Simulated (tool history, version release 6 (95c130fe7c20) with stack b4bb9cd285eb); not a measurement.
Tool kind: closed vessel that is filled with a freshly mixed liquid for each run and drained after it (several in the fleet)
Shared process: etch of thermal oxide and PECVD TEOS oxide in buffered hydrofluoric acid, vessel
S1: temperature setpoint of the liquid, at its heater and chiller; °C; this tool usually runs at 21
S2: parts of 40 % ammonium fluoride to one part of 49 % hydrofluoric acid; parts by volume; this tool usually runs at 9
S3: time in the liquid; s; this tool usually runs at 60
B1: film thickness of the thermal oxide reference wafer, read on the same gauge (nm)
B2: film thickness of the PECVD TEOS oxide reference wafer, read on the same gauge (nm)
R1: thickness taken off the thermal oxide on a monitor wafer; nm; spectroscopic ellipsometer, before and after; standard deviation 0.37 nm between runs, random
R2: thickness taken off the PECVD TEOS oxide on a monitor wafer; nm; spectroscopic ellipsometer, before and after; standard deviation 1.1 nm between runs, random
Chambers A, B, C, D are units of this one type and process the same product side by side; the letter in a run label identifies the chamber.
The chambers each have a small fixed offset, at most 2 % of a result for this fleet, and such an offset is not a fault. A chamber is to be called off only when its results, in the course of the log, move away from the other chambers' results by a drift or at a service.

{"run": "1C", "day": 0.312, "S1": 21, "S2": 9, "S3": 60, "B1": 29.987, "B2": 140, "R1": 65.309, "R2": 114.48}
{"run": "2A", "day": 0.675, "S1": 21, "S2": 9, "S3": 60, "B1": 29.996, "B2": 140.04, "R1": 65.059, "R2": 117.12}
{"run": "3D", "day": 0.9, "S1": 21, "S2": 9, "S3": 60, "B1": 29.997, "B2": 140, "R1": 64.177, "R2": 116.2}
{"run": "4B", "day": 1.221, "S1": 21, "S2": 9, "S3": 60, "B1": 29.997, "B2": 140.02, "R1": 65.509, "R2": 115.96}
{"run": "5C", "day": 1.621, "S1": 21, "S2": 9, "S3": 60, "B1": 29.984, "B2": 140.02, "R1": 65.833, "R2": 115.21}
{"run": "6B", "day": 2.079, "S1": 21, "S2": 9, "S3": 60, "B1": 29.997, "B2": 139.98, "R1": 65.148, "R2": 117.91}
{"run": "7D", "day": 2.375, "S1": 21, "S2": 9, "S3": 60, "B1": 29.988, "B2": 140, "R1": 64.777, "R2": 115.7}
{"run": "8A", "day": 2.825, "S1": 21, "S2": 9, "S3": 60, "B1": 29.999, "B2": 139.98, "R1": 64.354, "R2": 117.19}
{"run": "9D", "day": 3.058, "S1": 21, "S2": 9, "S3": 60, "B1": 30.004, "B2": 139.95, "R1": 63.878, "R2": 118.6}
{"run": "10A", "day": 3.533, "S1": 21, "S2": 9, "S3": 60, "B1": 29.993, "B2": 139.95, "R1": 65.005, "R2": 117.99}
{"run": "11C", "day": 3.821, "S1": 21, "S2": 9, "S3": 60, "B1": 29.968, "B2": 139.99, "R1": 65.416, "R2": 115.44}
{"run": "12B", "day": 4.246, "S1": 21, "S2": 9, "S3": 60, "B1": 30.021, "B2": 140.03, "R1": 65.871, "R2": 117.8}
{"run": "13D", "day": 4.458, "S1": 21, "S2": 10.5, "S3": 60, "B1": 29.979, "B2": 140, "R1": 57.125, "R2": 103.95}
{"run": "14C", "day": 4.75, "S1": 21, "S2": 10.5, "S3": 60, "B1": 30.003, "B2": 139.99, "R1": 58.713, "R2": 102.73}
{"run": "15B", "day": 4.962, "S1": 21, "S2": 10.5, "S3": 60, "B1": 29.997, "B2": 139.96, "R1": 58.511, "R2": 103.23}
{"run": "16A", "day": 5.179, "S1": 21, "S2": 10.5, "S3": 60, "B1": 29.988, "B2": 139.98, "R1": 58.499, "R2": 105.54}
{"run": "17C", "day": 5.475, "S1": 21, "S2": 9, "S3": 60, "B1": 29.978, "B2": 139.99, "R1": 65.35, "R2": 115.35}
{"run": "18B", "day": 5.912, "S1": 21, "S2": 9, "S3": 60, "B1": 30.01, "B2": 140, "R1": 65.992, "R2": 116.39}
{"run": "19A", "day": 6.383, "S1": 21, "S2": 5.5, "S3": 70, "B1": 30.043, "B2": 139.98, "R1": 122.45, "R2": 218.99}
{"run": "20D", "day": 6.808, "S1": 21, "S2": 5.5, "S3": 70, "B1": 29.985, "B2": 139.99, "R1": 121.73, "R2": 221.15}
{"run": "21B", "day": 7.238, "S1": 21, "S2": 5.5, "S3": 70, "B1": 30.018, "B2": 140.03, "R1": 125.46, "R2": 221.67}
{"run": "22C", "day": 7.517, "S1": 21, "S2": 5.5, "S3": 70, "B1": 29.947, "B2": 140.01, "R1": 123.26, "R2": 216.56}
{"run": "23D", "day": 7.858, "S1": 21, "S2": 9, "S3": 60, "B1": 29.99, "B2": 140, "R1": 64.372, "R2": 116.63}
{"day": 8.096, "done": "chamber D: hydrofluoric acid flow meter replaced"}
{"run": "24A", "day": 8.258, "S1": 21, "S2": 9, "S3": 60, "B1": 30.035, "B2": 140.03, "R1": 65.974, "R2": 116.44}
{"run": "25D", "day": 8.608, "S1": 21, "S2": 9, "S3": 60, "B1": 29.964, "B2": 139.96, "R1": 63.839, "R2": 116.81}
{"run": "26A", "day": 9.017, "S1": 21, "S2": 9, "S3": 60, "B1": 29.995, "B2": 139.99, "R1": 64.702, "R2": 119.63}
{"run": "27C", "day": 9.308, "S1": 21, "S2": 9, "S3": 60, "B1": 30.025, "B2": 140.07, "R1": 65.221, "R2": 115.69}
{"run": "28B", "day": 9.775, "S1": 21, "S2": 9, "S3": 60, "B1": 30.028, "B2": 140, "R1": 66.12, "R2": 116.99}
{"run": "29C", "day": 10.017, "S1": 21, "S2": 9, "S3": 60, "B1": 30.005, "B2": 139.95, "R1": 65.412, "R2": 116.97}
{"run": "30A", "day": 10.358, "S1": 21, "S2": 9, "S3": 60, "B1": 30.005, "B2": 139.98, "R1": 65.339, "R2": 118.36}
{"run": "31D", "day": 10.783, "S1": 21, "S2": 9, "S3": 60, "B1": 29.992, "B2": 140.01, "R1": 64.002, "R2": 117.67}
{"run": "32B", "day": 11.046, "S1": 21, "S2": 9, "S3": 60, "B1": 30.01, "B2": 140.01, "R1": 66.696, "R2": 116.53}
{"run": "33C", "day": 11.446, "S1": 21, "S2": 9, "S3": 60, "B1": 30.014, "B2": 140.03, "R1": 65.182, "R2": 115.34}
{"run": "34A", "day": 11.679, "S1": 21, "S2": 9, "S3": 60, "B1": 30.017, "B2": 140.01, "R1": 64.38, "R2": 118.14}

Next, all 4 chambers run the settings below, one line each with question marks for the results. What does each chamber give?
{"run": "35A", "day": 12.029, "S1": 21, "S2": 9, "S3": 60, "R1": "?", "R2": "?"}
{"run": "35B", "day": 12.029, "S1": 21, "S2": 9, "S3": 60, "R1": "?", "R2": "?"}
{"run": "35C", "day": 12.029, "S1": 21, "S2": 9, "S3": 60, "R1": "?", "R2": "?"}
{"run": "35D", "day": 12.029, "S1": 21, "S2": 9, "S3": 60, "R1": "?", "R2": "?"}

run=35A R1=65.295 R2=117.21
run=35B R1=65.311 R2=115.9
run=35C R1=65.194 R2=114.21
run=35D R1=63.529 R2=117.33
